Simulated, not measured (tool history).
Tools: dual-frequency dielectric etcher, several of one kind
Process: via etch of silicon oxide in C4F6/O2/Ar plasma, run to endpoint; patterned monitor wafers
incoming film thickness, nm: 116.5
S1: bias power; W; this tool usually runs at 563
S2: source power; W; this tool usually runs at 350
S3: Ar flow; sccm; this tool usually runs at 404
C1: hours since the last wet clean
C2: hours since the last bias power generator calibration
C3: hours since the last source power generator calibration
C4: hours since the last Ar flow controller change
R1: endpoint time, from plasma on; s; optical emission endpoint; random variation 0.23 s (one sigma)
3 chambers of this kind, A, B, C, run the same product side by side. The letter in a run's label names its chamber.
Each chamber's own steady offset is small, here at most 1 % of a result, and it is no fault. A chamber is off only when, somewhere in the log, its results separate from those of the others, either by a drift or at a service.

run   hour   S1   S2   S3     C1      C2      C3      C4      R1
 1B    4.9  563  350  404  398.5  5254.6  1314.4  5058.9  26.703
 2A   11.3  563  350  404  262.7   709.9   645.9  3620.9  26.244
 3C   18.3  563  350  404  405.6  1946.4  2259.4  3316.3   26.79
 4C   25.7  563  350  404    413  1953.8  2266.8  3323.7  26.397
 5A   29.8  657  350  404  281.2   728.4   664.4  3639.4  24.771
 6B   35.7  657  350  404  429.3  5285.4  1345.2  5089.7    24.9
 7B   42.5  657  350  404  436.1  5292.2    1352  5096.5   24.87
 8C   48.9  563  350  404  436.2    1977    2290  3346.9  26.548
 9A   54.6  563  350  404    306   753.2   689.2  3664.2   26.86
10B   60.6  563  350  404  454.2  5310.3  1370.1  5114.6  26.596
11C   68.4  563  350  404  455.7  1996.5  2309.5  3366.4  26.659
12A   75.5  563  350  404  326.9   774.1   710.1  3685.1   26.49
13B   82.9  563  350  404  476.5  5332.6  1392.4  5136.9  26.625
14C   87.3  563  350  404  474.6  2015.4  2328.4  3385.3  26.277
15A     91  563  350  404  342.4   789.6   725.6  3700.6  26.254
16A   97.9  563  350  404  349.3   796.5   732.5  3707.5   26.51
17C  101.5  563  350  404  488.8  2029.6  2342.6  3399.5  26.356
18B    109  563  350  404  502.6  5358.7  1418.5    5163  26.672
19B  113.3  698  350  314  506.9    5363  1422.8  5167.3  23.767
20C  119.3  698  350  314  506.6  2047.4  2360.4  3417.3  23.618
21A  127.1  698  350  314  378.5   825.7   761.7  3736.7  23.692
22B  132.9  563  350  404  526.5  5382.6  1442.4  5186.9  26.218
     133.2  -- chamber B: Ar flow controller replaced
23A  139.8  563  350  404  391.2   838.4   774.4  3749.4  26.155
24C  146.2  563  350  404  533.5  2074.3  2387.3  3444.2  26.922
25C  151.6  563  350  404  538.9  2079.7  2392.7  3449.6  26.525
     155.2  -- chamber B: wet clean of the chamber
26A  157.9  563  350  404  409.3   856.5   792.5  3767.5  26.229
27B    163  563  350  404    7.9  5412.7  1472.5    29.9  26.419

Read the log: is a single chamber off, either drifting away or since a service, is the gauge that measures every chamber drifting, or is nothing wrong beyond small per-chamber offsets? Name any odd chamber and what most likely caused it.

Neither any chamber nor the gauge drifts; the chambers differ only by their own small, steady offsets.

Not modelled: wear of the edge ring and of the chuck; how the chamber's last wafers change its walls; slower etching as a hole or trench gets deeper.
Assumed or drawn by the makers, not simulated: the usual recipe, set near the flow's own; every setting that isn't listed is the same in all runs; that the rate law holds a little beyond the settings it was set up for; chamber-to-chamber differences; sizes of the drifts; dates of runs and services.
